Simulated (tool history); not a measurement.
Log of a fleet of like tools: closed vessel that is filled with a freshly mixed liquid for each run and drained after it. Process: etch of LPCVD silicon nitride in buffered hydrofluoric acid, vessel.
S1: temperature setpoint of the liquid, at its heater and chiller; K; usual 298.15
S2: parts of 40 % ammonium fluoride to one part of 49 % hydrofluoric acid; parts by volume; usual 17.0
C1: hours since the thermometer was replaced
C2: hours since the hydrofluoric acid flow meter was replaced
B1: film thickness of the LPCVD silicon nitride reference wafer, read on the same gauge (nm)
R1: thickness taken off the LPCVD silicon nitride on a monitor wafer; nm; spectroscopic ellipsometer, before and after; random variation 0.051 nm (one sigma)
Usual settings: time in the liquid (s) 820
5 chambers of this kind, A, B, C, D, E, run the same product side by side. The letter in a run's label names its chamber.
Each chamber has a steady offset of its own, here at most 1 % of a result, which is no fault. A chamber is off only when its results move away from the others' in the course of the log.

run 1D hour=10.6 | S1=298.15 S2=17.0 time_in_the_liquid_(s)=820 | C1=960.7 C2=1414.1 | B1=79.923 | R1=7.3899
run 2B hour=24.4 | S1=298.15 S2=17.0 time_in_the_liquid_(s)=820 | C1=1630.8 C2=183.8 | B1=79.971 | R1=7.4335
run 3E hour=33.4 | S1=298.15 S2=17.0 time_in_the_liquid_(s)=820 | C1=152.0 C2=1036.2 | B1=80.001 | R1=7.3544
run 4A hour=41.5 | S1=298.15 S2=17.0 time_in_the_liquid_(s)=820 | C1=639.8 C2=331.8 | B1=79.991 | R1=7.4440
-- hour=47.4 chamber C: hydrofluoric acid flow meter replaced
run 5C hour=54.2 | S1=298.15 S2=17.0 time_in_the_liquid_(s)=820 | C1=250.5 C2=6.9 | B1=80.009 | R1=7.4054
run 6C hour=63.9 | S1=298.15 S2=17.0 time_in_the_liquid_(s)=820 | C1=260.2 C2=16.6 | B1=80.026 | R1=7.4195
run 7B hour=74.6 | S1=298.15 S2=17.0 time_in_the_liquid_(s)=820 | C1=1681.0 C2=234.0 | B1=80.002 | R1=7.3857
run 8E hour=84.9 | S1=298.15 S2=22.0 time_in_the_liquid_(s)=395 | C1=203.5 C2=1087.7 | B1=80.052 | R1=2.8016
run 9A hour=98.7 | S1=298.15 S2=22.0 time_in_the_liquid_(s)=395 | C1=697.0 C2=389.0 | B1=80.011 | R1=2.8319
run 10D hour=105.1 | S1=298.15 S2=22.0 time_in_the_liquid_(s)=395 | C1=1055.2 C2=1508.6 | B1=80.028 | R1=2.7964
run 11D hour=112.0 | S1=298.15 S2=22.0 time_in_the_liquid_(s)=395 | C1=1062.1 C2=1515.5 | B1=79.987 | R1=2.8475
run 12A hour=121.3 | S1=298.15 S2=22.0 time_in_the_liquid_(s)=395 | C1=719.6 C2=411.6 | B1=80.017 | R1=2.8682
run 13C hour=127.5 | S1=298.15 S2=17.0 time_in_the_liquid_(s)=820 | C1=323.8 C2=80.2 | B1=79.988 | R1=7.5300
run 14E hour=136.2 | S1=298.15 S2=17.0 time_in_the_liquid_(s)=820 | C1=254.8 C2=1139.0 | B1=79.968 | R1=7.3682
run 15B hour=148.4 | S1=298.15 S2=14.5 time_in_the_liquid_(s)=1055 | C1=1754.8 C2=307.8 | B1=79.958 | R1=11.0570
run 16E hour=156.0 | S1=298.15 S2=14.5 time_in_the_liquid_(s)=1055 | C1=274.6 C2=1158.8 | B1=80.013 | R1=11.4090
run 17A hour=162.2 | S1=298.15 S2=14.5 time_in_the_liquid_(s)=1055 | C1=760.5 C2=452.5 | B1=79.990 | R1=11.1000
run 18C hour=169.5 | S1=298.15 S2=14.5 time_in_the_liquid_(s)=1055 | C1=365.8 C2=122.2 | B1=80.061 | R1=11.0710
run 19D hour=178.2 | S1=298.15 S2=14.5 time_in_the_liquid_(s)=1055 | C1=1128.3 C2=1581.7 | B1=80.001 | R1=11.1760
run 20B hour=187.7 | S1=298.15 S2=17.0 time_in_the_liquid_(s)=820 | C1=1794.1 C2=347.1 | B1=79.979 | R1=7.3565
run 21B hour=194.4 | S1=298.15 S2=17.0 time_in_the_liquid_(s)=820 | C1=1800.8 C2=353.8 | B1=80.040 | R1=7.4458
run 22C hour=200.7 | S1=298.15 S2=17.0 time_in_the_liquid_(s)=820 | C1=397.0 C2=153.4 | B1=80.049 | R1=7.3776
-- hour=208.7 chamber D: hydrofluoric acid flow meter replaced
run 23A hour=210.3 | S1=298.15 S2=17.0 time_in_the_liquid_(s)=820 | C1=808.6 C2=500.6 | B1=80.041 | R1=7.4151
run 24E hour=220.3 | S1=298.15 S2=17.0 time_in_the_liquid_(s)=820 | C1=338.9 C2=1223.1 | B1=80.006 | R1=7.5994
run 25D hour=228.6 | S1=298.15 S2=21.5 time_in_the_liquid_(s)=820 | C1=1178.7 C2=20.0 | B1=79.985 | R1=6.0123
run 26A hour=238.5 | S1=298.15 S2=21.5 time_in_the_liquid_(s)=820 | C1=836.8 C2=528.8 | B1=79.998 | R1=5.9531
run 27B hour=246.4 | S1=298.15 S2=21.5 time_in_the_liquid_(s)=820 | C1=1852.8 C2=405.8 | B1=79.977 | R1=5.9532
run 28C hour=255.9 | S1=298.15 S2=21.5 time_in_the_liquid_(s)=820 | C1=452.2 C2=208.6 | B1=80.000 | R1=6.0272
run 29D hour=265.0 | S1=298.15 S2=21.5 time_in_the_liquid_(s)=820 | C1=1215.1 C2=56.4 | B1=79.985 | R1=6.0112
run 30E hour=276.7 | S1=298.15 S2=17.0 time_in_the_liquid_(s)=820 | C1=395.3 C2=1279.5 | B1=79.969 | R1=7.7515
run 31D hour=282.8 | S1=298.15 S2=17.0 time_in_the_liquid_(s)=820 | C1=1232.9 C2=74.2 | B1=79.975 | R1=7.3441
run 32C hour=292.5 | S1=298.15 S2=17.0 time_in_the_liquid_(s)=820 | C1=488.8 C2=245.2 | B1=79.970 | R1=7.4048
run 33B hour=298.6 | S1=298.15 S2=14.5 time_in_the_liquid_(s)=1190 | C1=1905.0 C2=458.0 | B1=80.017 | R1=12.3940

What goes on in this fleet: one chamber off, a drifting gauge, or nothing beyond the chambers' own small offsets? Name the chamber and the cause, if any.

Chamber E drifts away from the others.
Cause: hydrofluoric acid flow above the setpoint (%) = 7.43.
The log may not tell that from: liquid hotter than its thermometer reads (K).

Here are 4 candidates for chamber E's next run, each the usual settings with a change, their results left as question marks. Which one brings its results back in line with what the others give on the usual settings?
In line means no further than this from the other chambers' mean on the usual settings: R1 0.1800 nm
run 34E-1 hour=308.5 | S1=298.15 S2=16.5 time_in_the_liquid_(s)=855 | R1=?
run 34E-2 hour=308.5 | S1=298.15 S2=17.5 time_in_the_liquid_(s)=785 | R1=?
run 34E-3 hour=308.5 | S1=298.15 S2=17.0 time_in_the_liquid_(s)=805 | R1=?
run 34E-4 hour=308.5 | S1=298.15 S2=16.5 time_in_the_liquid_(s)=820 | R1=?

The other chambers' mean on the usual settings: R1 7.3690 nm
run=34E-1 R1=8.4862
run=34E-2 R1=7.3470
run=34E-3 R1=7.7551
run=34E-4 R1=8.1388
34E-2 brings the chamber back in line.
